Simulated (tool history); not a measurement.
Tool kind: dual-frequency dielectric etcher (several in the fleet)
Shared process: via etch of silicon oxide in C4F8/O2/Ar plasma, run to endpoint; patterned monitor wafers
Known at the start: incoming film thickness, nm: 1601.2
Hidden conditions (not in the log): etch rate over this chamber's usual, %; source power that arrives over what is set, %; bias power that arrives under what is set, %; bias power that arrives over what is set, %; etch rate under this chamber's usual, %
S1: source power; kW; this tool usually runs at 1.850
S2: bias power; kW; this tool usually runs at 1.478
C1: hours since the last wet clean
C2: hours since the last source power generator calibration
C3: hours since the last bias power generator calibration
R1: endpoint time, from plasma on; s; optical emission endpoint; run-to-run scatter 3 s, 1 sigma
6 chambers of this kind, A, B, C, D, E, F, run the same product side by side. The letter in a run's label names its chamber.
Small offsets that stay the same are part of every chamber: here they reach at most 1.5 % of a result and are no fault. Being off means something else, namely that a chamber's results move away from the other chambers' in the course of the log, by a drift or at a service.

run	hour	S1	S2	C1	C2	C3	R1
1C	12.8	1.850	1.478	424.4	2797.8	2045.1	348.11
2F	27.3	1.850	1.478	65.4	792.5	1968.9	350.54
3D	42.2	1.850	1.478	336.0	1632.4	822.1	360.50
4B	51.4	1.850	1.478	475.5	2708.6	3859.5	354.20
5E	66.6	1.850	1.478	319.7	1727.8	847.1	358.16
# hour 75.6: chamber A: wet clean of the chamber
# hour 79.9: chamber B: wet clean of the chamber
6A	80.0	1.500	1.356	4.4	2013.7	2947.1	398.79
7C	94.8	1.500	1.356	506.4	2879.8	2127.1	389.60
8D	104.3	1.500	1.356	398.1	1694.5	884.2	395.61
9F	113.1	1.500	1.356	151.2	878.3	2054.7	393.95
10A	123.8	1.500	1.356	48.2	2057.5	2990.9	398.23
11B	137.4	1.500	1.356	57.5	2794.6	3945.5	391.40
12E	151.5	1.850	1.478	404.6	1812.7	932.0	362.85
13F	167.3	1.850	1.478	205.4	932.5	2108.9	355.71
# hour 167.4: chamber C: wet clean of the chamber
# hour 168.0: chamber D: wet clean of the chamber
14B	176.5	1.850	1.478	96.6	2833.7	3984.6	355.79
15C	192.3	1.850	1.478	25.0	2977.3	2224.6	354.92
16E	203.7	1.850	1.478	456.8	1864.9	984.2	357.28
17A	212.0	1.850	1.478	136.4	2145.7	3079.1	355.69
# hour 216.0: chamber B: bias power generator calibrated
18D	225.1	1.850	1.478	57.2	1815.3	1005.0	356.81
19E	240.3	1.850	1.478	493.4	1901.5	1020.8	359.94
20A	252.8	1.850	1.478	177.2	2186.5	3119.9	357.18
21F	266.8	1.850	1.478	304.9	1032.0	2208.4	353.16
# hour 272.5: chamber F: wet clean of the chamber
22C	279.5	1.850	1.478	112.2	3064.5	2311.8	354.86
23D	295.8	1.850	1.478	127.9	1886.0	1075.7	353.52
# hour 297.1: chamber E: wet clean of the chamber
24B	310.6	1.850	1.478	230.7	2967.8	94.6	351.06
25C	324.4	1.850	1.478	157.1	3109.4	2356.7	350.54
26E	337.1	1.850	1.478	40.0	1998.3	1117.6	352.25
27F	344.5	1.850	1.478	72.1	1109.7	2286.1	347.51
28D	356.3	1.850	1.478	188.4	1946.5	1136.2	349.83
29B	364.4	1.850	1.478	284.5	3021.6	148.4	350.46
30A	379.2	1.850	1.478	303.6	2312.9	3246.3	359.16
31B	391.0	1.620	1.478	311.1	3048.2	175.0	369.15
32C	398.1	1.620	1.478	230.8	3183.1	2430.4	368.94
33E	414.2	1.620	1.478	117.1	2075.4	1194.7	374.83
34D	430.5	1.620	1.478	262.6	2020.7	1210.4	378.30
35A	437.9	1.620	1.478	362.3	2371.6	3305.0	369.07
36F	453.2	1.620	1.478	180.8	1218.4	2394.8	369.25
37A	465.5	1.850	1.478	389.9	2399.2	3332.6	356.71
38B	479.6	1.850	1.478	399.7	3136.8	263.6	352.38
39F	491.7	1.850	1.478	219.3	1256.9	2433.3	352.84

Next, every chamber runs the same settings. What will each give?
40A	503.5	2.190	1.478				?
40B	503.5	2.190	1.478				?
40C	503.5	2.190	1.478				?
40D	503.5	2.190	1.478				?
40E	503.5	2.190	1.478				?
40F	503.5	2.190	1.478				?

run	R1
40A	333.84
40B	328.22
40C	329.33
40D	331.53
40E	329.78
40F	322.21
